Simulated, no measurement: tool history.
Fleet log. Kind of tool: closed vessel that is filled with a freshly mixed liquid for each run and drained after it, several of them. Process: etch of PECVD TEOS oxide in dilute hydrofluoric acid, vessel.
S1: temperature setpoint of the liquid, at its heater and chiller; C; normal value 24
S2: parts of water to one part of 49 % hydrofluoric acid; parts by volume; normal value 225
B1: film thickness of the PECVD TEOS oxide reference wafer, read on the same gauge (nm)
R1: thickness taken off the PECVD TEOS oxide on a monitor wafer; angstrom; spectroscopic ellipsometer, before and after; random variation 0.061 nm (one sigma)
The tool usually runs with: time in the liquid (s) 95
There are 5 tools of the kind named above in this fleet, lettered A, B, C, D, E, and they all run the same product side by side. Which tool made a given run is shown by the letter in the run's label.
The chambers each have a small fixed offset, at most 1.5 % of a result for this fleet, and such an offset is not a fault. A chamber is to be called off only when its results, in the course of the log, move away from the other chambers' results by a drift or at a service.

run 1A hour=4.2 | S1=24 S2=225 time_in_the_liquid_(s)=95 | B1=150.02 | R1=62.295
run 2E hour=9.7 | S1=24 S2=225 time_in_the_liquid_(s)=95 | B1=150.01 | R1=62.341
-- hour=16.1 chamber B: thermometer replaced
run 3B hour=16.5 | S1=24 S2=225 time_in_the_liquid_(s)=95 | B1=150.00 | R1=63.796
run 4D hour=21.9 | S1=24 S2=225 time_in_the_liquid_(s)=95 | B1=149.96 | R1=62.845
run 5C hour=27.6 | S1=24 S2=225 time_in_the_liquid_(s)=95 | B1=149.99 | R1=63.359
run 6E hour=34.7 | S1=24 S2=225 time_in_the_liquid_(s)=95 | B1=150.01 | R1=62.114
run 7A hour=42.8 | S1=24 S2=225 time_in_the_liquid_(s)=95 | B1=150.00 | R1=61.830
run 8B hour=46.9 | S1=24 S2=225 time_in_the_liquid_(s)=95 | B1=150.00 | R1=63.020
run 9C hour=55.6 | S1=24 S2=225 time_in_the_liquid_(s)=95 | B1=149.99 | R1=62.630
run 10D hour=63.9 | S1=24 S2=225 time_in_the_liquid_(s)=95 | B1=150.00 | R1=61.805
run 11D hour=68.0 | S1=24 S2=225 time_in_the_liquid_(s)=95 | B1=150.02 | R1=62.704
run 12C hour=73.6 | S1=24 S2=225 time_in_the_liquid_(s)=95 | B1=150.02 | R1=63.781
-- hour=76.1 chamber B: hydrofluoric acid flow meter replaced
run 13A hour=80.3 | S1=24 S2=225 time_in_the_liquid_(s)=95 | B1=150.00 | R1=63.061
run 14E hour=89.0 | S1=24 S2=225 time_in_the_liquid_(s)=95 | B1=150.00 | R1=62.466
run 15B hour=93.6 | S1=24 S2=225 time_in_the_liquid_(s)=95 | B1=150.01 | R1=64.152
run 16B hour=98.3 | S1=24 S2=225 time_in_the_liquid_(s)=95 | B1=149.98 | R1=64.061
run 17E hour=103.7 | S1=24 S2=225 time_in_the_liquid_(s)=95 | B1=149.98 | R1=62.227
run 18C hour=112.0 | S1=24 S2=225 time_in_the_liquid_(s)=95 | B1=149.99 | R1=65.321
run 19D hour=117.3 | S1=24 S2=225 time_in_the_liquid_(s)=95 | B1=149.98 | R1=62.735
run 20A hour=123.5 | S1=24 S2=225 time_in_the_liquid_(s)=95 | B1=149.99 | R1=63.081
run 21B hour=129.3 | S1=24 S2=225 time_in_the_liquid_(s)=95 | B1=150.05 | R1=62.855
run 22D hour=137.0 | S1=24 S2=225 time_in_the_liquid_(s)=95 | B1=150.05 | R1=62.533
run 23C hour=143.9 | S1=24 S2=225 time_in_the_liquid_(s)=95 | B1=150.03 | R1=65.255
run 24E hour=150.6 | S1=24 S2=225 time_in_the_liquid_(s)=95 | B1=149.97 | R1=63.849
run 25A hour=157.7 | S1=24 S2=225 time_in_the_liquid_(s)=95 | B1=149.99 | R1=63.304
run 26D hour=162.1 | S1=24 S2=225 time_in_the_liquid_(s)=95 | B1=150.00 | R1=62.615
run 27C hour=167.1 | S1=24 S2=225 time_in_the_liquid_(s)=95 | B1=150.03 | R1=67.876
run 28A hour=171.0 | S1=24 S2=225 time_in_the_liquid_(s)=95 | B1=149.99 | R1=64.055
run 29B hour=179.8 | S1=24 S2=225 time_in_the_liquid_(s)=95 | B1=150.04 | R1=63.232
run 30E hour=184.8 | S1=24 S2=225 time_in_the_liquid_(s)=95 | B1=149.95 | R1=61.593
run 31E hour=190.3 | S1=24 S2=225 time_in_the_liquid_(s)=95 | B1=149.98 | R1=62.383
run 32A hour=196.5 | S1=24 S2=225 time_in_the_liquid_(s)=95 | B1=150.01 | R1=61.516
run 33D hour=203.8 | S1=24 S2=225 time_in_the_liquid_(s)=95 | B1=150.00 | R1=62.161

Does one chamber stand apart from the rest, does the shared gauge drift, or is all well apart from small per-chamber offsets? Give the chamber and the most likely cause, where there is one.

One chamber, C, drifts off from the rest bit by bit.
What lies behind it: hydrofluoric acid flow above the setpoint (%) = 7.93.
It could be hard to tell apart here from: liquid hotter than its thermometer reads (K).

Which of the 4 candidates below, each the usual settings with something changed and its results left as question marks, puts chamber C back in line with what the other chambers give on the usual settings?
A result is in line if it is within this distance of the other chambers' mean on the usual settings: R1 2.200 angstrom
run 34C-1 hour=210.1 | S1=24 S2=225 time_in_the_liquid_(s)=105 | R1=?
run 34C-2 hour=210.1 | S1=23 S2=225 time_in_the_liquid_(s)=95 | R1=?
run 34C-3 hour=210.1 | S1=24 S2=235 time_in_the_liquid_(s)=90 | R1=?
run 34C-4 hour=210.1 | S1=24 S2=220 time_in_the_liquid_(s)=95 | R1=?

Other chambers, usual settings, mean: R1 62.852 angstrom
run=34C-1 R1=76.350
run=34C-2 R1=66.548
run=34C-3 R1=62.065
run=34C-4 R1=70.990
With 34C-3, the chamber falls back in line with the rest.
